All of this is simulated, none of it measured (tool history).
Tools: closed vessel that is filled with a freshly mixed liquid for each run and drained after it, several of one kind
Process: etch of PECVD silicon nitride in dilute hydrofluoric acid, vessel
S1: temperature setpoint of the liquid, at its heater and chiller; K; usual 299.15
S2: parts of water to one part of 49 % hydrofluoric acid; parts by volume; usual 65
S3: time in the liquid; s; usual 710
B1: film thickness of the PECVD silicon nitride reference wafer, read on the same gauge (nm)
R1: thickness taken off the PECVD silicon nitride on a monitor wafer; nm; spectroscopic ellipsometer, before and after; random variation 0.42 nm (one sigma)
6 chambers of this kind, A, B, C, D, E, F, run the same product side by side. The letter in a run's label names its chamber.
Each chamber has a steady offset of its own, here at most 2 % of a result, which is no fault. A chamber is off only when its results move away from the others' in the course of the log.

run,hour,S1,S2,S3,B1,R1
1A,9.7,299.15,65,710,90.001,53.47
2C,19.9,299.15,65,710,90.018,53.665
3E,28.9,299.15,65,710,89.973,52.369
4B,36.4,299.15,65,710,89.965,53.691
5F,43.8,299.15,65,710,90.013,53.28
6D,54.3,299.15,65,710,89.961,52.616
7F,66.4,299.15,65,710,89.994,53.541
8A,75.7,299.15,65,710,89.991,53.129
9B,83.3,299.15,65,710,90.006,52.68
10D,91,299.15,65,710,90.006,52.529
11E,98.4,299.15,65,710,90.025,52.769
# hour 99.3: chamber D: hydrofluoric acid flow meter replaced
12C,108.7,299.15,65,710,89.953,53.134
13D,120.9,299.15,65,710,90.001,52.439
14C,130,299.15,65,710,90.065,53.601
15E,138.3,299.15,65,710,90.008,52.894
# hour 145.6: chamber E: hydrofluoric acid flow meter replaced
16B,148.5,299.15,65,710,89.993,53.589
17A,160.2,299.15,65,710,89.995,53.352
18F,172.3,299.15,65,710,89.988,54.661
19A,180.3,299.15,65,710,90.017,53.34
20C,185.9,299.15,65,710,90.04,53.148
# hour 188.1: chamber C: thermometer replaced
21F,191.9,299.15,65,710,90.026,54.654
22D,202.4,299.15,65,710,90.024,52.566
23E,214.3,299.15,65,710,90.012,52.055
24B,222.2,299.15,65,710,89.993,53.236
25A,232.3,299.15,65,710,89.977,53.867
# hour 239: chamber B: thermometer replaced
26F,244.2,299.15,65,570,89.968,45.509
27E,251.3,299.15,65,570,89.995,42.426
28B,257.1,299.15,65,570,90.023,42.596
29C,269.1,299.15,65,570,90,43
30D,276.9,299.15,65,570,89.979,41.798
31E,282.6,299.15,65,570,90.036,43.279
32A,291.3,299.15,65,710,89.992,53.462
33D,301.5,299.15,65,1065,90.045,78.252
34C,307.1,299.15,65,1065,90.032,79.816
35B,319.5,299.15,65,1065,89.993,79.2
36F,327.4,299.15,65,1065,89.966,87.094
37E,334.2,299.15,65,1065,90.011,78.781

All 6 chambers run these settings next. Forecast each chamber's results:
38A,343.1,299.15,65,585,,?
38B,343.1,299.15,65,585,,?
38C,343.1,299.15,65,585,,?
38D,343.1,299.15,65,585,,?
38E,343.1,299.15,65,585,,?
38F,343.1,299.15,65,585,,?

run,R1
38A,44.055
38B,43.447
38C,43.548
38D,42.859
38E,43.936
38F,48.055
